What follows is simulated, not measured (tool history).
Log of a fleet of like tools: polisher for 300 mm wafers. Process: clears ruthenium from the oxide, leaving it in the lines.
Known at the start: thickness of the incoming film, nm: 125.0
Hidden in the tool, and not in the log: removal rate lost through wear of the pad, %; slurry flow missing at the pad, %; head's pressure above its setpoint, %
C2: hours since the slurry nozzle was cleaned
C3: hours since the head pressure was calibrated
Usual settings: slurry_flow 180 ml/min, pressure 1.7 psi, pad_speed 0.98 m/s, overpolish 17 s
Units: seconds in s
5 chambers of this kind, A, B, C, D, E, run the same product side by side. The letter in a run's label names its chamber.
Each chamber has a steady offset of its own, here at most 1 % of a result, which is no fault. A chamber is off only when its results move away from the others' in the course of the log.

{"run": "1E", "day": 0.192, "slurry_flow": 180, "pressure": 1.7, "pad_speed": 0.98, "overpolish": 17, "wafers polished on this pad": 685, "C2": 222.8, "C3": 211.2, "seconds": 126.47}
{"run": "2A", "day": 0.408, "slurry_flow": 180, "pressure": 1.7, "pad_speed": 0.98, "overpolish": 17, "wafers polished on this pad": 139, "C2": 264.1, "C3": 789.5, "seconds": 122.31}
{"day": 0.592, "done": "chamber E: worn pad replaced by a new one"}
{"run": "3B", "day": 0.596, "slurry_flow": 180, "pressure": 1.7, "pad_speed": 0.98, "overpolish": 17, "wafers polished on this pad": 273, "C2": 191.6, "C3": 652.7, "seconds": 122.42}
{"day": 0.712, "done": "chamber A: head pressure recalibrated"}
{"run": "4D", "day": 0.817, "slurry_flow": 180, "pressure": 1.7, "pad_speed": 0.98, "overpolish": 17, "wafers polished on this pad": 229, "C2": 355.9, "C3": 71.8, "seconds": 119.58}
{"run": "5C", "day": 1.046, "slurry_flow": 180, "pressure": 1.7, "pad_speed": 0.98, "overpolish": 17, "wafers polished on this pad": 683, "C2": 274.9, "C3": 536.4, "seconds": 120.23}
{"run": "6D", "day": 1.283, "slurry_flow": 180, "pressure": 1.7, "pad_speed": 0.98, "overpolish": 17, "wafers polished on this pad": 338, "C2": 367.1, "C3": 83, "seconds": 122.68}
{"run": "7B", "day": 1.508, "slurry_flow": 180, "pressure": 1.7, "pad_speed": 0.98, "overpolish": 17, "wafers polished on this pad": 486, "C2": 213.5, "C3": 674.6, "seconds": 123}
{"run": "8A", "day": 1.796, "slurry_flow": 180, "pressure": 1.7, "pad_speed": 0.98, "overpolish": 17, "wafers polished on this pad": 463, "C2": 297.4, "C3": 26, "seconds": 125.07}
{"run": "9C", "day": 1.967, "slurry_flow": 180, "pressure": 1.7, "pad_speed": 0.98, "overpolish": 17, "wafers polished on this pad": 898, "C2": 297, "C3": 558.5, "seconds": 124.49}
{"run": "10E", "day": 2.275, "slurry_flow": 180, "pressure": 1.7, "pad_speed": 0.98, "overpolish": 17, "wafers polished on this pad": 393, "C2": 272.8, "C3": 261.2, "seconds": 125.23}
{"day": 2.354, "done": "chamber D: worn pad replaced by a new one"}
{"run": "11D", "day": 2.5, "slurry_flow": 180, "pressure": 1.7, "pad_speed": 0.98, "overpolish": 17, "wafers polished on this pad": 34, "C2": 396.3, "C3": 112.2, "seconds": 123.35}
{"run": "12A", "day": 2.662, "slurry_flow": 180, "pressure": 1.7, "pad_speed": 0.98, "overpolish": 17, "wafers polished on this pad": 665, "C2": 318.2, "C3": 46.8, "seconds": 122.09}
{"run": "13B", "day": 2.838, "slurry_flow": 180, "pressure": 1.7, "pad_speed": 0.98, "overpolish": 17, "wafers polished on this pad": 796, "C2": 245.4, "C3": 706.5, "seconds": 122.37}
{"run": "14E", "day": 3.017, "slurry_flow": 180, "pressure": 1.3, "pad_speed": 0.98, "overpolish": 23, "wafers polished on this pad": 566, "C2": 290.6, "C3": 279, "seconds": 159.33}
{"run": "15C", "day": 3.217, "slurry_flow": 180, "pressure": 1.3, "pad_speed": 0.98, "overpolish": 23, "wafers polished on this pad": 1190, "C2": 327, "C3": 588.5, "seconds": 160.8}
{"day": 3.483, "done": "chamber E: worn pad replaced by a new one"}
{"run": "16B", "day": 3.488, "slurry_flow": 180, "pressure": 1.3, "pad_speed": 0.98, "overpolish": 23, "wafers polished on this pad": 947, "C2": 261, "C3": 722.1, "seconds": 161.9}
{"run": "17C", "day": 3.771, "slurry_flow": 180, "pressure": 1.3, "pad_speed": 0.98, "overpolish": 23, "wafers polished on this pad": 1319, "C2": 340.3, "C3": 601.8, "seconds": 157.13}
{"run": "18D", "day": 4.088, "slurry_flow": 180, "pressure": 1.3, "pad_speed": 0.98, "overpolish": 23, "wafers polished on this pad": 404, "C2": 434.4, "C3": 150.3, "seconds": 161.14}
{"day": 4.125, "done": "chamber C: slurry nozzle cleaned"}
{"run": "19E", "day": 4.3, "slurry_flow": 180, "pressure": 1.7, "pad_speed": 0.98, "overpolish": 17, "wafers polished on this pad": 191, "C2": 321.4, "C3": 309.8, "seconds": 122.8}
{"run": "20A", "day": 4.533, "slurry_flow": 180, "pressure": 1.7, "pad_speed": 0.98, "overpolish": 17, "wafers polished on this pad": 1102, "C2": 363.1, "C3": 91.7, "seconds": 126.97}
{"run": "21D", "day": 4.858, "slurry_flow": 180, "pressure": 1.7, "pad_speed": 0.98, "overpolish": 17, "wafers polished on this pad": 584, "C2": 452.9, "C3": 168.8, "seconds": 123.99}
{"day": 4.958, "done": "chamber D: worn pad replaced by a new one"}
{"run": "22E", "day": 5.05, "slurry_flow": 180, "pressure": 1.7, "pad_speed": 0.98, "overpolish": 17, "wafers polished on this pad": 366, "C2": 339.4, "C3": 327.8, "seconds": 123.61}
{"run": "23B", "day": 5.292, "slurry_flow": 180, "pressure": 1.7, "pad_speed": 0.98, "overpolish": 17, "wafers polished on this pad": 1368, "C2": 304.3, "C3": 765.4, "seconds": 120.85}
{"day": 5.583, "done": "chamber A: worn pad replaced by a new one"}
{"run": "24C", "day": 5.592, "slurry_flow": 180, "pressure": 1.7, "pad_speed": 0.98, "overpolish": 17, "wafers polished on this pad": 1744, "C2": 35.3, "C3": 645.5, "seconds": 124.82}
{"run": "25A", "day": 5.754, "slurry_flow": 180, "pressure": 1.7, "pad_speed": 0.98, "overpolish": 17, "wafers polished on this pad": 40, "C2": 392.4, "C3": 121, "seconds": 124.84}
{"day": 5.879, "done": "chamber B: slurry nozzle cleaned"}
{"run": "26A", "day": 6.012, "slurry_flow": 180, "pressure": 1.7, "pad_speed": 0.98, "overpolish": 17, "wafers polished on this pad": 100, "C2": 398.6, "C3": 127.2, "seconds": 119.98}
{"run": "27D", "day": 6.283, "slurry_flow": 180, "pressure": 1.7, "pad_speed": 0.98, "overpolish": 17, "wafers polished on this pad": 309, "C2": 487.1, "C3": 203, "seconds": 121.56}
{"day": 6.408, "done": "chamber B: worn pad replaced by a new one"}
{"day": 6.567, "done": "chamber E: worn pad replaced by a new one"}
{"run": "28E", "day": 6.6, "slurry_flow": 180, "pressure": 1.7, "pad_speed": 0.98, "overpolish": 17, "wafers polished on this pad": 8, "C2": 376.6, "C3": 365, "seconds": 121.08}
{"run": "29B", "day": 6.812, "slurry_flow": 180, "pressure": 1.7, "pad_speed": 0.98, "overpolish": 17, "wafers polished on this pad": 95, "C2": 22.5, "C3": 801.9, "seconds": 122.83}
{"run": "30C", "day": 6.962, "slurry_flow": 180, "pressure": 1.7, "pad_speed": 0.98, "overpolish": 17, "wafers polished on this pad": 2064, "C2": 68.2, "C3": 678.4, "seconds": 128.01}
{"run": "31A", "day": 7.25, "slurry_flow": 180, "pressure": 1.7, "pad_speed": 0.98, "overpolish": 17, "wafers polished on this pad": 388, "C2": 428.3, "C3": 156.9, "seconds": 123.6}
{"day": 7.425, "done": "chamber D: worn pad replaced by a new one"}
{"run": "32D", "day": 7.546, "slurry_flow": 180, "pressure": 1.7, "pad_speed": 0.98, "overpolish": 17, "wafers polished on this pad": 28, "C2": 517.4, "C3": 233.3, "seconds": 119.12}
{"run": "33C", "day": 7.733, "slurry_flow": 180, "pressure": 1.7, "pad_speed": 0.98, "overpolish": 17, "wafers polished on this pad": 2244, "C2": 86.7, "C3": 696.9, "seconds": 128.97}
{"run": "34B", "day": 7.892, "slurry_flow": 180, "pressure": 1.7, "pad_speed": 0.98, "overpolish": 17, "wafers polished on this pad": 346, "C2": 48.4, "C3": 827.8, "seconds": 124.3}
{"run": "35E", "day": 8.162, "slurry_flow": 180, "pressure": 2, "pad_speed": 0.98, "overpolish": 21, "wafers polished on this pad": 373, "C2": 414.1, "C3": 402.5, "seconds": 105.52}
{"day": 8.262, "done": "chamber E: slurry nozzle cleaned"}
{"run": "36D", "day": 8.462, "slurry_flow": 180, "pressure": 2, "pad_speed": 0.98, "overpolish": 21, "wafers polished on this pad": 242, "C2": 539.4, "C3": 255.3, "seconds": 104.13}
{"run": "37E", "day": 8.625, "slurry_flow": 180, "pressure": 2, "pad_speed": 0.98, "overpolish": 21, "wafers polished on this pad": 481, "C2": 8.8, "C3": 413.6, "seconds": 103.97}
{"run": "38C", "day": 8.883, "slurry_flow": 180, "pressure": 2, "pad_speed": 0.98, "overpolish": 21, "wafers polished on this pad": 2512, "C2": 114.3, "C3": 724.5, "seconds": 113.51}
{"run": "39B", "day": 9.196, "slurry_flow": 180, "pressure": 2, "pad_speed": 0.98, "overpolish": 21, "wafers polished on this pad": 651, "C2": 79.7, "C3": 859.1, "seconds": 102.91}
{"run": "40A", "day": 9.379, "slurry_flow": 180, "pressure": 1.7, "pad_speed": 0.98, "overpolish": 17, "wafers polished on this pad": 885, "C2": 479.4, "C3": 208, "seconds": 125.99}

Is one chamber off against the others, does the gauge drift, or is nothing wrong? If a chamber is off, say which, and what the likeliest cause is.

Chamber C drifts away from the others.
Cause: removal rate lost through wear of the pad, % = 9.58.
The log may not tell that from: head's pressure below its setpoint, %.

Here are 4 candidates for chamber C's next run, each the usual settings with a change, their results left as question marks. Which one brings its results back in line with what the others give on the usual settings?
In line means no further than this from the other chambers' mean on the usual settings: seconds 7.1 s
{"run": "41C-1", "day": 9.612, "slurry_flow": 180, "pressure": 1.6, "pad_speed": 0.94, "overpolish": 17, "seconds": "?"}
{"run": "41C-2", "day": 9.612, "slurry_flow": 180, "pressure": 2.1, "pad_speed": 0.98, "overpolish": 17, "seconds": "?"}
{"run": "41C-3", "day": 9.612, "slurry_flow": 180, "pressure": 1.5, "pad_speed": 0.9, "overpolish": 17, "seconds": "?"}
{"run": "41C-4", "day": 9.612, "slurry_flow": 185, "pressure": 1.7, "pad_speed": 1.08, "overpolish": 17, "seconds": "?"}

The other chambers' mean on the usual settings: seconds 123.15 s
run=41C-1 seconds=149.84
run=41C-2 seconds=109.09
run=41C-3 seconds=167.12
run=41C-4 seconds=122.14
41C-4 brings the chamber back in line.
